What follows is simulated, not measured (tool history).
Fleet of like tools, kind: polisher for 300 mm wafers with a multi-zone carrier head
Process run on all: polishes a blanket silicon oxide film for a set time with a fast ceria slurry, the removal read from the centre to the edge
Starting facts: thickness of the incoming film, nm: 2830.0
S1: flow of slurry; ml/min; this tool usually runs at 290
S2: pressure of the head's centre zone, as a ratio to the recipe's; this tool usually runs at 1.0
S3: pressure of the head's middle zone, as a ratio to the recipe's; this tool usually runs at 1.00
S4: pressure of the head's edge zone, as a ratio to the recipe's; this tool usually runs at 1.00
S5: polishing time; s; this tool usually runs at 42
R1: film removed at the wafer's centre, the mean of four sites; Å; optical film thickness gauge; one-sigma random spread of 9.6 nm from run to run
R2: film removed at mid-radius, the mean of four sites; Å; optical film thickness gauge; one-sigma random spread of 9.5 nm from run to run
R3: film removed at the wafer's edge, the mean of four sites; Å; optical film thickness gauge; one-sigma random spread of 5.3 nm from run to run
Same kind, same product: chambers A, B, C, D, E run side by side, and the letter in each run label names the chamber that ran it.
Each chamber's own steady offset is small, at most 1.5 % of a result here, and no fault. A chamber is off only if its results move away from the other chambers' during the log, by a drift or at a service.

run	hour	S1	S2	S3	S4	S5	R1	R2	R3
# hour 2.2: chamber A: worn pad replaced by a new one
1D	7.0	290	1.0	1.00	1.00	42	6812.8	6545.0	6802.1
2A	18.4	290	1.0	1.00	1.00	42	6691.7	6722.2	6823.7
3B	23.7	290	1.0	1.00	1.00	42	6739.5	6602.1	6708.2
4C	29.0	290	1.0	1.00	1.00	42	6716.7	6985.0	6747.4
5E	40.4	290	1.0	1.00	1.00	30	4817.0	4754.6	4874.7
# hour 43.4: chamber E: worn pad replaced by a new one
6C	45.8	290	1.0	1.00	1.00	30	4862.5	4753.0	4768.4
7A	56.3	290	1.0	1.00	1.00	30	4926.0	4633.9	4845.5
# hour 59.4: chamber D: worn pad replaced by a new one
# hour 64.1: chamber B: slurry nozzle cleaned
8E	68.0	290	1.0	1.00	1.00	30	4794.7	4675.5	4855.8
9D	73.4	290	1.0	1.00	1.00	30	4812.2	4810.2	4814.9
# hour 81.4: chamber B: worn pad replaced by a new one
10B	82.2	290	1.0	1.00	1.00	42	6840.7	6853.8	6725.7
11E	92.2	290	1.0	1.00	1.00	42	6489.6	6728.4	6747.8
12A	100.7	370	1.1	1.00	1.00	42	7675.7	6785.7	6864.9
# hour 106.4: chamber C: worn pad replaced by a new one
13D	106.9	370	1.1	1.00	1.00	42	7573.9	6919.8	6865.3
# hour 107.9: chamber C: centre zone pressure recalibrated
# hour 116.0: chamber A: worn pad replaced by a new one
14C	117.3	370	1.1	1.00	1.00	42	7889.6	6982.5	6932.5
# hour 123.1: chamber D: worn pad replaced by a new one
# hour 126.9: chamber C: edge zone pressure recalibrated
15B	127.1	370	1.1	1.00	1.00	42	7742.3	6865.4	6883.1
# hour 127.3: chamber E: worn pad replaced by a new one
16B	135.8	370	1.1	1.00	1.00	42	7940.4	7017.3	6797.5
17C	145.7	290	1.0	1.00	1.00	42	6547.4	6817.8	6766.3
18E	154.1	290	1.0	1.00	1.00	42	6330.3	6766.9	6739.1
19D	161.0	290	1.0	1.00	1.00	42	6653.1	6645.9	6650.5
# hour 162.1: chamber B: worn pad replaced by a new one
# hour 170.5: chamber B: edge zone pressure recalibrated
20A	172.8	290	1.0	1.00	1.00	42	6806.7	6643.7	6792.2
21D	178.5	290	1.0	1.00	1.00	42	6557.0	6727.8	6652.0
22B	185.1	290	1.0	1.00	1.00	42	6739.4	6716.4	6736.7
# hour 185.8: chamber D: worn pad replaced by a new one
# hour 186.8: chamber E: slurry nozzle cleaned
23C	195.2	290	1.0	1.00	1.00	42	6804.0	7001.4	6811.6
# hour 198.8: chamber D: slurry nozzle cleaned
24A	204.9	290	1.0	1.00	1.00	42	6701.1	6741.1	6697.2
# hour 208.7: chamber C: worn pad replaced by a new one
25E	210.8	290	1.0	1.00	0.93	29	4388.7	4560.0	4447.8
# hour 218.4: chamber E: worn pad replaced by a new one
26E	219.2	290	1.0	1.00	0.93	29	4345.3	4484.8	4476.8
27B	229.3	290	1.0	1.00	0.93	29	4625.6	4611.1	4478.1
28D	239.4	290	1.0	1.00	0.93	29	4598.0	4753.0	4510.1
# hour 243.5: chamber A: worn pad replaced by a new one
# hour 245.9: chamber C: slurry nozzle cleaned
29A	250.9	290	1.0	1.00	0.93	29	4696.9	4546.8	4448.7
# hour 255.7: chamber B: worn pad replaced by a new one
# hour 256.3: chamber D: worn pad replaced by a new one
30C	261.6	290	1.0	1.07	1.00	42	6808.0	7186.0	6778.1
31D	268.6	290	1.0	1.07	1.00	42	6775.5	7263.7	6690.2
32B	276.3	290	1.0	1.07	1.00	42	6851.8	7165.4	6745.3
33E	281.8	290	1.0	1.07	1.00	42	6060.9	7040.2	6782.9
34A	289.0	290	1.0	1.07	1.00	42	6629.5	7127.7	6777.1
# hour 289.5: chamber B: centre zone pressure recalibrated
35C	296.1	260	1.0	1.00	1.12	42	6524.6	6832.2	7189.4
36A	301.4	260	1.0	1.00	1.12	42	6572.2	6692.9	7065.2
37E	307.7	260	1.0	1.00	1.12	42	5783.9	6556.6	7214.6
38D	315.1	260	1.0	1.00	1.12	42	6661.6	6583.9	7098.8
# hour 315.7: chamber E: worn pad replaced by a new one
39C	324.5	260	1.0	1.00	1.12	42	6732.0	6901.5	7185.9
40B	330.7	340	1.0	1.00	1.00	31	5084.6	5129.0	5068.1
41E	337.2	340	1.0	1.00	1.00	31	4461.7	5000.2	5033.6
# hour 344.1: chamber B: worn pad replaced by a new one
42B	348.8	340	1.0	1.00	1.00	31	5161.9	5065.0	5017.3

Is one chamber off against the others, does the gauge drift, or is nothing wrong? If a chamber is off, say which, and what the likeliest cause is.

One chamber, E, drifts off from the rest bit by bit.
Cause: centre zone's pressure below its setpoint, % = 12.2.

Below are 4 candidate recipes for chamber E's next run, each the usual settings with a change, their results shown as question marks. Which of them brings E's results back in line with what the other chambers give on the usual settings?
In line means no further than this from the other chambers' mean on the usual settings: R1 340.0 Å; R2 330.0 Å; R3 180.0 Å
43E-1	357.4	280	0.89	1.01	1.04	41	?	?	?
43E-2	357.4	285	0.96	1.00	1.02	42	?	?	?
43E-3	357.4	295	1.04	1.00	0.98	42	?	?	?
43E-4	357.4	300	1.11	0.99	0.96	43	?	?	?

What the other chambers average on the usual settings: R1 6765.8 Å; R2 6748.4 Å; R3 6749.9 Å
run	R1	R2	R3
43E-1	4962.3	6590.8	6694.5
43E-2	5541.1	6700.0	6799.1
43E-3	6076.8	6721.9	6678.1
43E-4	6693.6	6827.6	6775.2
43E-4 brings the chamber back in line.
